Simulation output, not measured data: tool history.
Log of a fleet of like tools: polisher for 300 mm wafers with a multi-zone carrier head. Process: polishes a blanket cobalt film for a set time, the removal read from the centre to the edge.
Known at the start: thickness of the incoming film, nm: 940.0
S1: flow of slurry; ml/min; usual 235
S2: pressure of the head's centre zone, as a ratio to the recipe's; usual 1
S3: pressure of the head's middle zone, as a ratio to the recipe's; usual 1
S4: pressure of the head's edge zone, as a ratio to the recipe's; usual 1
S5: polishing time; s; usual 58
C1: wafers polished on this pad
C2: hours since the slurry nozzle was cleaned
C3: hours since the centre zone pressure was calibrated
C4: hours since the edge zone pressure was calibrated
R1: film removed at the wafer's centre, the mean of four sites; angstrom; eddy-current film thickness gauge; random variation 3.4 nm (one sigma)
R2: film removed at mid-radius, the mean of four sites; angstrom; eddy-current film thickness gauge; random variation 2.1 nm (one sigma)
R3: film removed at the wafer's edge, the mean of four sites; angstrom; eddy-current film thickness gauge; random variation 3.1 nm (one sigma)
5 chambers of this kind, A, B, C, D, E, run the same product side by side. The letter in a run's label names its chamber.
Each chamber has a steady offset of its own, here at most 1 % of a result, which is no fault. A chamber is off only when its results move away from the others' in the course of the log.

run	hour	S1	S2	S3	S4	S5	C1	C2	C3	C4	R1	R2	R3
# hour 1.1: chamber C: worn pad replaced by a new one
1E	12.2	235	1	1	1	58	1130	472.9	1128.7	721.3	2621.2	2716.1	2659.8
# hour 14.7: chamber E: worn pad replaced by a new one
2D	20.9	235	1	1	1	58	570	39.8	865.9	275	2673.9	2694.3	2642.2
3B	27.1	235	1	1	1	58	386	182.6	258.6	168.7	2595.2	2709.8	2699
# hour 32.2: chamber C: edge zone pressure recalibrated
4A	35.6	235	1	1	1	58	612	621.3	650.2	327.6	2579.8	2663.1	2712.9
# hour 37.4: chamber C: slurry nozzle cleaned
5C	43.1	235	1	1	1	58	552	5.7	53.8	10.9	2644.1	2694.8	2677.7
6D	51	235	1	1	1	58	966	69.9	896	305.1	2716.8	2668.4	2688.5
# hour 63.6: chamber A: slurry nozzle cleaned
7C	64.2	235	1	1	1.04	58	830	26.8	74.9	32	2688.4	2679.1	2699.5
# hour 68.5: chamber D: worn pad replaced by a new one
8A	76.6	235	1	1	1.04	58	1152	13.1	691.2	368.6	2633.6	2704.7	2827
# hour 79.4: chamber A: edge zone pressure recalibrated
9B	85.6	235	1	1	1.04	58	1155	241.1	317.1	227.2	2629.9	2705.1	2691.5
# hour 89.1: chamber B: worn pad replaced by a new one
10E	94.4	235	1	1	1.04	58	1049	555.1	1210.9	803.5	2635.7	2702.2	2741.4
# hour 96.8: chamber A: worn pad replaced by a new one
# hour 103.5: chamber E: worn pad replaced by a new one
11C	103.6	235	1	1	1.04	58	1348	66.2	114.3	71.4	2666	2627.2	2661.9
# hour 112.3: chamber C: worn pad replaced by a new one
12A	114.8	235	1	1	1	58	237	51.3	729.4	35.5	2670.6	2648.4	2702.7
13D	128.5	235	1	1	1	67	789	147.4	973.5	382.6	3163.9	3099	3100.5
# hour 131.4: chamber D: edge zone pressure recalibrated
# hour 131.5: chamber E: edge zone pressure recalibrated
14B	138.1	235	1	1	1	67	644	293.6	369.6	279.7	3006.9	3100.3	3059.9
# hour 144.2: chamber E: centre zone pressure recalibrated
15E	147.8	235	1	1	1	67	583	608.5	3.6	16.3	3089.5	3115.6	3100.7
16D	157.7	235	1	1	1	67	1173	176.6	1002.7	26.3	3082.4	3121.7	3106.2
# hour 163.2: chamber D: worn pad replaced by a new one
17C	169.6	235	1	1	1	67	753	132.2	180.3	137.4	3095.9	3046.6	3084.1
18A	176.4	235	1.08	1	0.92	58	1046	112.9	791	97.1	2928.1	2670.6	2635.7
# hour 180.4: chamber A: centre zone pressure recalibrated
19B	186.9	235	1.08	1	0.92	58	1286	342.4	418.4	328.5	2829	2722.7	2575.9
# hour 188.7: chamber B: worn pad replaced by a new one
# hour 195.2: chamber E: worn pad replaced by a new one
# hour 196.5: chamber A: worn pad replaced by a new one
20E	198.3	235	1.08	1	0.92	58	41	659	54.1	66.8	2851.5	2728.3	2507.5
21E	206	235	1.08	1	0.92	58	142	666.7	61.8	74.5	2959.4	2737.2	2567.6
22C	212.8	235	1.08	1	0.92	58	1321	175.4	223.5	180.6	2855.8	2638.3	2562.8
23A	222.8	235	1	1	1	58	346	159.3	42.5	143.5	2639.3	2635.9	2734.6
# hour 224.3: chamber C: worn pad replaced by a new one
24B	233.2	235	1	1	1	58	586	388.7	464.7	374.8	2612.9	2701.1	2692.1
25D	239.5	235	1	1	1	58	1003	258.4	1084.5	108.1	2719	2686.9	2707.1
# hour 245.8: chamber D: worn pad replaced by a new one
26A	247.8	235	1	1	1	58	675	184.3	67.5	168.5	2660.4	2647	2733
27E	254.4	235	1	1	1	58	779	715.1	110.2	122.9	2686.5	2664.4	2675.9
28C	263.3	235	1	1	1	58	513	225.9	274	231.1	2669.5	2654	2717.7
# hour 264.5: chamber B: worn pad replaced by a new one
29B	276.7	235	1	1	1	58	160	432.2	508.2	418.3	2674.2	2707.4	2701.6
30D	282.7	235	1	1	1	58	486	301.6	1127.7	151.3	2733.7	2674.9	2657.4
# hour 284.6: chamber E: worn pad replaced by a new one
# hour 291.4: chamber A: worn pad replaced by a new one
31A	293.2	235	1	1	1	58	24	229.7	112.9	213.9	2657.3	2623.7	2653.7
32E	300	235	1	1	1	58	202	760.7	155.8	168.5	2674.6	2716.9	2671.5
# hour 301.6: chamber C: slurry nozzle cleaned
# hour 308.4: chamber D: slurry nozzle cleaned
33B	310.6	235	1	1	1	58	606	466.1	542.1	452.2	2681.3	2723	2716.7
# hour 317.4: chamber D: worn pad replaced by a new one
34D	320.3	235	1	1	1	58	39	11.9	1165.3	188.9	2660.6	2699.4	2703.2
# hour 330.5: chamber B: slurry nozzle cleaned
35C	333.3	235	1	1	0.92	74	1433	31.8	344	301.1	3375.4	3379.3	3279.8
36A	345.5	235	1	1	0.92	74	712	282	165.2	266.2	3417.6	3409.2	3291.7
# hour 348.5: chamber C: worn pad replaced by a new one
37D	354.3	235	1	1	0.92	74	486	45.9	1199.3	222.9	3399	3415.1	3233.9
# hour 354.8: chamber E: slurry nozzle cleaned
# hour 362.3: chamber D: centre zone pressure recalibrated
# hour 363: chamber B: worn pad replaced by a new one
38C	367.9	235	1	1	0.92	74	255	66.4	378.6	335.7	3386.7	3450.1	3243.7
39B	378	235	1	1	0.92	74	197	47.6	609.5	519.6	3375.3	3419.9	3186.4
# hour 378.7: chamber E: worn pad replaced by a new one
40E	391.3	235	1	1	1	58	166	36.6	247.1	259.8	2633.4	2706.8	2702.5
# hour 392.1: chamber D: worn pad replaced by a new one
# hour 399.1: chamber B: edge zone pressure recalibrated
41B	400.7	235	1	1	1	58	496	70.3	632.2	1.7	2637.6	2701.7	2690.2
42D	411.5	235	1	1	1	58	255	103.1	49.2	280.1	2650	2682.2	2660.2

Is one chamber off against the others, does the gauge drift, or is nothing wrong? If a chamber is off, say which, and what the likeliest cause is.

No chamber stands off beyond its own small offset, and the gauge holds steady.

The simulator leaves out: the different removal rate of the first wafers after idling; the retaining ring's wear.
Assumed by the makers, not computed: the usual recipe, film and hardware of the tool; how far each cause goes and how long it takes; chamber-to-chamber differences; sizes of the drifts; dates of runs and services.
